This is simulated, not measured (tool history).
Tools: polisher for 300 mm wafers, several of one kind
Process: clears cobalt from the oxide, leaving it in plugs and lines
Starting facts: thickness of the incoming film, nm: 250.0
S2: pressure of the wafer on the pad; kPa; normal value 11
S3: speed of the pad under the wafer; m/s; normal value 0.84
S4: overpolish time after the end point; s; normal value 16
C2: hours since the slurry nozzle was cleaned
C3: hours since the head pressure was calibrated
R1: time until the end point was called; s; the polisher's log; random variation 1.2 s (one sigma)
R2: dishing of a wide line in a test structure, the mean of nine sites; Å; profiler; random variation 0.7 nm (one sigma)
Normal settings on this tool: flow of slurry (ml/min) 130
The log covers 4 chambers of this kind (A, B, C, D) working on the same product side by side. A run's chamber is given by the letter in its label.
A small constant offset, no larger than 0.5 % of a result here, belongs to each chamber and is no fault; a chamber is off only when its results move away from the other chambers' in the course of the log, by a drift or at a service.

-- hour=5 chamber B: slurry nozzle cleaned
run 1A hour=10.1 | flow_of_slurry_(ml/min)=130 S2=11 S3=0.84 S4=16 | wafers_polished_on_this_pad=251 C2=268.7 C3=18.7 | R1=87.465 R2=293.18
run 2C hour=18.1 | flow_of_slurry_(ml/min)=130 S2=11 S3=0.84 S4=16 | wafers_polished_on_this_pad=532 C2=57.5 C3=1027.2 | R1=86.302 R2=292.56
-- hour=26.3 chamber A: slurry nozzle cleaned
run 3D hour=26.4 | flow_of_slurry_(ml/min)=130 S2=11 S3=0.84 S4=16 | wafers_polished_on_this_pad=682 C2=666.3 C3=1165.9 | R1=88.309 R2=286.97
run 4B hour=35.8 | flow_of_slurry_(ml/min)=130 S2=11 S3=0.84 S4=16 | wafers_polished_on_this_pad=1139 C2=30.9 C3=605.6 | R1=87.171 R2=293.77
run 5B hour=41.1 | flow_of_slurry_(ml/min)=130 S2=11 S3=0.84 S4=16 | wafers_polished_on_this_pad=1183 C2=36.2 C3=610.9 | R1=89.304 R2=290.88
-- hour=48.5 chamber D: head pressure recalibrated
run 6C hour=51.8 | flow_of_slurry_(ml/min)=130 S2=11 S3=0.84 S4=16 | wafers_polished_on_this_pad=811 C2=91.2 C3=1060.9 | R1=89.187 R2=293.4
-- hour=52.3 chamber D: worn pad replaced by a new one
-- hour=55.4 chamber A: worn pad replaced by a new one
run 7D hour=58.9 | flow_of_slurry_(ml/min)=130 S2=11 S3=0.84 S4=16 | wafers_polished_on_this_pad=55 C2=698.8 C3=10.5 | R1=86.391 R2=288.94
-- hour=61.6 chamber C: worn pad replaced by a new one
-- hour=61.7 chamber B: worn pad replaced by a new one
run 8A hour=64.3 | flow_of_slurry_(ml/min)=130 S2=8.3 S3=0.84 S4=21 | wafers_polished_on_this_pad=73 C2=38.1 C3=72.9 | R1=116.04 R2=291.12
-- hour=67.4 chamber D: slurry nozzle cleaned
run 9C hour=71.7 | flow_of_slurry_(ml/min)=130 S2=8.3 S3=0.84 S4=21 | wafers_polished_on_this_pad=84 C2=111.1 C3=1080.8 | R1=117.88 R2=279.68
run 10B hour=82.2 | flow_of_slurry_(ml/min)=130 S2=8.3 S3=0.84 S4=21 | wafers_polished_on_this_pad=169 C2=77.3 C3=652 | R1=116.77 R2=285.51
run 11A hour=92.5 | flow_of_slurry_(ml/min)=130 S2=8.3 S3=0.84 S4=21 | wafers_polished_on_this_pad=306 C2=66.3 C3=101.1 | R1=115.8 R2=290.25
run 12D hour=97.9 | flow_of_slurry_(ml/min)=130 S2=11 S3=0.84 S4=16 | wafers_polished_on_this_pad=377 C2=30.5 C3=49.5 | R1=88.897 R2=293.63
run 13A hour=107.9 | flow_of_slurry_(ml/min)=130 S2=11 S3=0.84 S4=16 | wafers_polished_on_this_pad=434 C2=81.7 C3=116.5 | R1=89.246 R2=301.27
run 14B hour=115.5 | flow_of_slurry_(ml/min)=130 S2=11 S3=0.84 S4=16 | wafers_polished_on_this_pad=444 C2=110.6 C3=685.3 | R1=87.886 R2=297.43
run 15D hour=123.4 | flow_of_slurry_(ml/min)=130 S2=11 S3=0.84 S4=16 | wafers_polished_on_this_pad=588 C2=56 C3=75 | R1=86.503 R2=304.36
-- hour=125.9 chamber A: worn pad replaced by a new one
run 16C hour=134.8 | flow_of_slurry_(ml/min)=130 S2=11 S3=0.84 S4=20 | wafers_polished_on_this_pad=605 C2=174.2 C3=1143.9 | R1=89.445 R2=341.9
run 17A hour=142.6 | flow_of_slurry_(ml/min)=130 S2=11 S3=0.84 S4=20 | wafers_polished_on_this_pad=138 C2=116.4 C3=151.2 | R1=87.934 R2=339.16
-- hour=149.5 chamber D: worn pad replaced by a new one
run 18C hour=151.2 | flow_of_slurry_(ml/min)=130 S2=11 S3=0.84 S4=20 | wafers_polished_on_this_pad=741 C2=190.6 C3=1160.3 | R1=88.077 R2=328.58
-- hour=153.5 chamber C: worn pad replaced by a new one
run 19D hour=160 | flow_of_slurry_(ml/min)=130 S2=11 S3=0.84 S4=20 | wafers_polished_on_this_pad=87 C2=92.6 C3=111.6 | R1=86.73 R2=322.66
run 20B hour=169.9 | flow_of_slurry_(ml/min)=130 S2=11 S3=0.98 S4=16 | wafers_polished_on_this_pad=894 C2=165 C3=739.7 | R1=77.685 R2=316.03
run 21A hour=175.7 | flow_of_slurry_(ml/min)=130 S2=11 S3=0.98 S4=16 | wafers_polished_on_this_pad=412 C2=149.5 C3=184.3 | R1=75.406 R2=310.1
run 22D hour=181 | flow_of_slurry_(ml/min)=130 S2=11 S3=0.98 S4=16 | wafers_polished_on_this_pad=261 C2=113.6 C3=132.6 | R1=75.729 R2=319.19
run 23C hour=190 | flow_of_slurry_(ml/min)=130 S2=11 S3=0.98 S4=16 | wafers_polished_on_this_pad=302 C2=229.4 C3=1199.1 | R1=77.18 R2=312.99
run 24B hour=196.3 | flow_of_slurry_(ml/min)=130 S2=11 S3=0.84 S4=16 | wafers_polished_on_this_pad=1112 C2=191.4 C3=766.1 | R1=88.375 R2=286.3
run 25C hour=201.6 | flow_of_slurry_(ml/min)=130 S2=11 S3=0.84 S4=16 | wafers_polished_on_this_pad=398 C2=241 C3=1210.7 | R1=87.43 R2=299.12

All 4 chambers run these settings next. Forecast each chamber's results:
run 26A hour=209.9 | flow_of_slurry_(ml/min)=130 S2=11 S3=0.84 S4=16 | R1=? R2=?
run 26B hour=209.9 | flow_of_slurry_(ml/min)=130 S2=11 S3=0.84 S4=16 | R1=? R2=?
run 26C hour=209.9 | flow_of_slurry_(ml/min)=130 S2=11 S3=0.84 S4=16 | R1=? R2=?
run 26D hour=209.9 | flow_of_slurry_(ml/min)=130 S2=11 S3=0.84 S4=16 | R1=? R2=?

run=26A R1=88.122 R2=295.21
run=26B R1=88.239 R2=295.71
run=26C R1=87.216 R2=294.82
run=26D R1=87.455 R2=300.22
